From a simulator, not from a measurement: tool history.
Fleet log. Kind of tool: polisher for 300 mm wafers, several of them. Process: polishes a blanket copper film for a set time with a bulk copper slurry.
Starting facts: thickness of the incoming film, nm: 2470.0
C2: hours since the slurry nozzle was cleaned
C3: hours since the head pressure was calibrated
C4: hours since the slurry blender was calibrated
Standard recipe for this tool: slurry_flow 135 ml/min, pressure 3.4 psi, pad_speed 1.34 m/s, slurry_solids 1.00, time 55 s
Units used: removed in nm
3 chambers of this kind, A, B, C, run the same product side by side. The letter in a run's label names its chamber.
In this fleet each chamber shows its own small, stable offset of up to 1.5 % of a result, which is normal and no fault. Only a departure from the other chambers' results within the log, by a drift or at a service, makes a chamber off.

{"hour": 1.8, "done": "chamber B: slurry blender recalibrated"}
{"hour": 5.0, "done": "chamber C: worn pad replaced by a new one"}
{"run": "1B", "hour": 5.9, "slurry_flow": 135, "pressure": 3.4, "pad_speed": 1.34, "slurry_solids": 1.0, "time": 55, "wafers polished on this pad": 225, "C2": 238.8, "C3": 1172.8, "C4": 4.1, "removed": 824.57}
{"hour": 9.6, "done": "chamber A: worn pad replaced by a new one"}
{"run": "2A", "hour": 10.6, "slurry_flow": 135, "pressure": 3.4, "pad_speed": 1.34, "slurry_solids": 1.0, "time": 55, "wafers polished on this pad": 13, "C2": 181.1, "C3": 108.1, "C4": 361.4, "removed": 802.37}
{"run": "3C", "hour": 16.9, "slurry_flow": 135, "pressure": 3.4, "pad_speed": 1.34, "slurry_solids": 1.0, "time": 55, "wafers polished on this pad": 159, "C2": 284.1, "C3": 642.8, "C4": 266.6, "removed": 809.05}
{"hour": 22.5, "done": "chamber C: slurry blender recalibrated"}
{"run": "4A", "hour": 23.0, "slurry_flow": 135, "pressure": 3.4, "pad_speed": 1.34, "slurry_solids": 1.0, "time": 55, "wafers polished on this pad": 179, "C2": 193.5, "C3": 120.5, "C4": 373.8, "removed": 831.68}
{"hour": 24.6, "done": "chamber A: slurry blender recalibrated"}
{"run": "5C", "hour": 28.2, "slurry_flow": 135, "pressure": 3.4, "pad_speed": 1.34, "slurry_solids": 1.0, "time": 55, "wafers polished on this pad": 310, "C2": 295.4, "C3": 654.1, "C4": 5.8, "removed": 818.6}
{"hour": 34.4, "done": "chamber B: worn pad replaced by a new one"}
{"run": "6B", "hour": 34.6, "slurry_flow": 135, "pressure": 3.4, "pad_speed": 1.34, "slurry_solids": 1.0, "time": 55, "wafers polished on this pad": 2, "C2": 267.5, "C3": 1201.5, "C4": 32.8, "removed": 791.39}
{"run": "7B", "hour": 39.2, "slurry_flow": 95, "pressure": 3.4, "pad_speed": 1.34, "slurry_solids": 1.0, "time": 55, "wafers polished on this pad": 64, "C2": 272.1, "C3": 1206.1, "C4": 37.4, "removed": 749.81}
{"run": "8C", "hour": 45.9, "slurry_flow": 95, "pressure": 3.4, "pad_speed": 1.34, "slurry_solids": 1.0, "time": 55, "wafers polished on this pad": 546, "C2": 313.1, "C3": 671.8, "C4": 23.5, "removed": 741.5}
{"run": "9A", "hour": 53.1, "slurry_flow": 95, "pressure": 3.4, "pad_speed": 1.34, "slurry_solids": 1.0, "time": 55, "wafers polished on this pad": 581, "C2": 223.6, "C3": 150.6, "C4": 28.5, "removed": 733.51}
{"run": "10A", "hour": 59.5, "slurry_flow": 135, "pressure": 3.4, "pad_speed": 1.34, "slurry_solids": 1.0, "time": 55, "wafers polished on this pad": 666, "C2": 230.0, "C3": 157.0, "C4": 34.9, "removed": 782.23}
{"hour": 63.4, "done": "chamber C: worn pad replaced by a new one"}
{"run": "11B", "hour": 64.0, "slurry_flow": 135, "pressure": 3.4, "pad_speed": 1.34, "slurry_solids": 1.0, "time": 55, "wafers polished on this pad": 395, "C2": 296.9, "C3": 1230.9, "C4": 62.2, "removed": 803.79}
{"run": "12C", "hour": 70.5, "slurry_flow": 135, "pressure": 3.4, "pad_speed": 1.34, "slurry_solids": 1.0, "time": 55, "wafers polished on this pad": 94, "C2": 337.7, "C3": 696.4, "C4": 48.1, "removed": 812.66}
{"hour": 71.9, "done": "chamber B: head pressure recalibrated"}
{"run": "13C", "hour": 74.0, "slurry_flow": 135, "pressure": 3.4, "pad_speed": 1.34, "slurry_solids": 1.25, "time": 46, "wafers polished on this pad": 141, "C2": 341.2, "C3": 699.9, "C4": 51.6, "removed": 714.92}
{"hour": 78.0, "done": "chamber A: worn pad replaced by a new one"}
{"run": "14B", "hour": 81.6, "slurry_flow": 135, "pressure": 3.4, "pad_speed": 1.34, "slurry_solids": 1.25, "time": 46, "wafers polished on this pad": 630, "C2": 314.5, "C3": 9.7, "C4": 79.8, "removed": 707.73}
{"run": "15A", "hour": 87.0, "slurry_flow": 135, "pressure": 3.4, "pad_speed": 1.34, "slurry_solids": 1.25, "time": 46, "wafers polished on this pad": 121, "C2": 257.5, "C3": 184.5, "C4": 62.4, "removed": 718.46}
{"hour": 87.9, "done": "chamber B: worn pad replaced by a new one"}
{"hour": 89.9, "done": "chamber C: slurry nozzle cleaned"}
{"run": "16C", "hour": 91.4, "slurry_flow": 155, "pressure": 4.0, "pad_speed": 1.34, "slurry_solids": 1.0, "time": 55, "wafers polished on this pad": 374, "C2": 1.5, "C3": 717.3, "C4": 69.0, "removed": 994.63}
{"run": "17A", "hour": 98.1, "slurry_flow": 155, "pressure": 4.0, "pad_speed": 1.34, "slurry_solids": 1.0, "time": 55, "wafers polished on this pad": 269, "C2": 268.6, "C3": 195.6, "C4": 73.5, "removed": 986.57}
{"run": "18B", "hour": 105.2, "slurry_flow": 155, "pressure": 4.0, "pad_speed": 1.34, "slurry_solids": 1.0, "time": 55, "wafers polished on this pad": 232, "C2": 338.1, "C3": 33.3, "C4": 103.4, "removed": 927.76}
{"run": "19A", "hour": 112.1, "slurry_flow": 135, "pressure": 3.4, "pad_speed": 1.34, "slurry_solids": 1.0, "time": 55, "wafers polished on this pad": 456, "C2": 282.6, "C3": 209.6, "C4": 87.5, "removed": 809.39}
{"run": "20B", "hour": 115.6, "slurry_flow": 135, "pressure": 3.4, "pad_speed": 1.34, "slurry_solids": 1.0, "time": 55, "wafers polished on this pad": 371, "C2": 348.5, "C3": 43.7, "C4": 113.8, "removed": 758.0}
{"run": "21C", "hour": 119.6, "slurry_flow": 90, "pressure": 3.4, "pad_speed": 1.34, "slurry_solids": 1.0, "time": 55, "wafers polished on this pad": 751, "C2": 29.7, "C3": 745.5, "C4": 97.2, "removed": 738.19}
{"run": "22C", "hour": 123.8, "slurry_flow": 90, "pressure": 3.4, "pad_speed": 1.34, "slurry_solids": 1.0, "time": 55, "wafers polished on this pad": 807, "C2": 33.9, "C3": 749.7, "C4": 101.4, "removed": 737.16}
{"run": "23A", "hour": 130.9, "slurry_flow": 90, "pressure": 3.4, "pad_speed": 1.34, "slurry_solids": 1.0, "time": 55, "wafers polished on this pad": 707, "C2": 301.4, "C3": 228.4, "C4": 106.3, "removed": 732.35}
{"hour": 131.8, "done": "chamber B: worn pad replaced by a new one"}
{"hour": 133.1, "done": "chamber C: worn pad replaced by a new one"}
{"run": "24B", "hour": 136.2, "slurry_flow": 135, "pressure": 3.4, "pad_speed": 1.34, "slurry_solids": 1.0, "time": 55, "wafers polished on this pad": 59, "C2": 369.1, "C3": 64.3, "C4": 134.4, "removed": 745.88}
{"run": "25C", "hour": 139.5, "slurry_flow": 135, "pressure": 3.4, "pad_speed": 1.72, "slurry_solids": 1.0, "time": 55, "wafers polished on this pad": 85, "C2": 49.6, "C3": 765.4, "C4": 117.1, "removed": 1087.1}
{"run": "26B", "hour": 144.9, "slurry_flow": 135, "pressure": 3.4, "pad_speed": 1.72, "slurry_solids": 1.0, "time": 55, "wafers polished on this pad": 175, "C2": 377.8, "C3": 73.0, "C4": 143.1, "removed": 951.08}

Has any chamber moved away from the others, gradually or after a service, or does the common gauge drift, or do the chambers differ only by their own small steady offsets? State the chamber and the most likely cause if one applies.

It is chamber B that slowly wanders off from its peers.
Likeliest cause: slurry flow missing at the pad, % = 37.5.
The log might look much the same if the cause were instead: abrasive missing from the slurry, %.

Which of the 4 candidates below, each the usual settings with something changed and its results left as question marks, puts chamber B back in line with what the other chambers give on the usual settings?
Counts as in line when no further than this from what the other chambers average on the usual settings: removed 37.00 nm
{"run": "27B-1", "hour": 150.3, "slurry_flow": 135, "pressure": 3.2, "pad_speed": 1.28, "slurry_solids": 1.0, "time": 55, "removed": "?"}
{"run": "27B-2", "hour": 150.3, "slurry_flow": 135, "pressure": 3.6, "pad_speed": 1.42, "slurry_solids": 1.0, "time": 59, "removed": "?"}
{"run": "27B-3", "hour": 150.3, "slurry_flow": 130, "pressure": 3.1, "pad_speed": 1.22, "slurry_solids": 1.0, "time": 55, "removed": "?"}
{"run": "27B-4", "hour": 150.3, "slurry_flow": 135, "pressure": 3.5, "pad_speed": 1.38, "slurry_solids": 1.0, "time": 57, "removed": "?"}

The other chambers' mean on the usual settings: removed 813.84 nm
run=27B-1 removed=653.93
run=27B-2 removed=874.96
run=27B-3 removed=597.20
run=27B-4 removed=798.78
The answer is 27B-4, which returns the chamber to within the allowed miss of the others.

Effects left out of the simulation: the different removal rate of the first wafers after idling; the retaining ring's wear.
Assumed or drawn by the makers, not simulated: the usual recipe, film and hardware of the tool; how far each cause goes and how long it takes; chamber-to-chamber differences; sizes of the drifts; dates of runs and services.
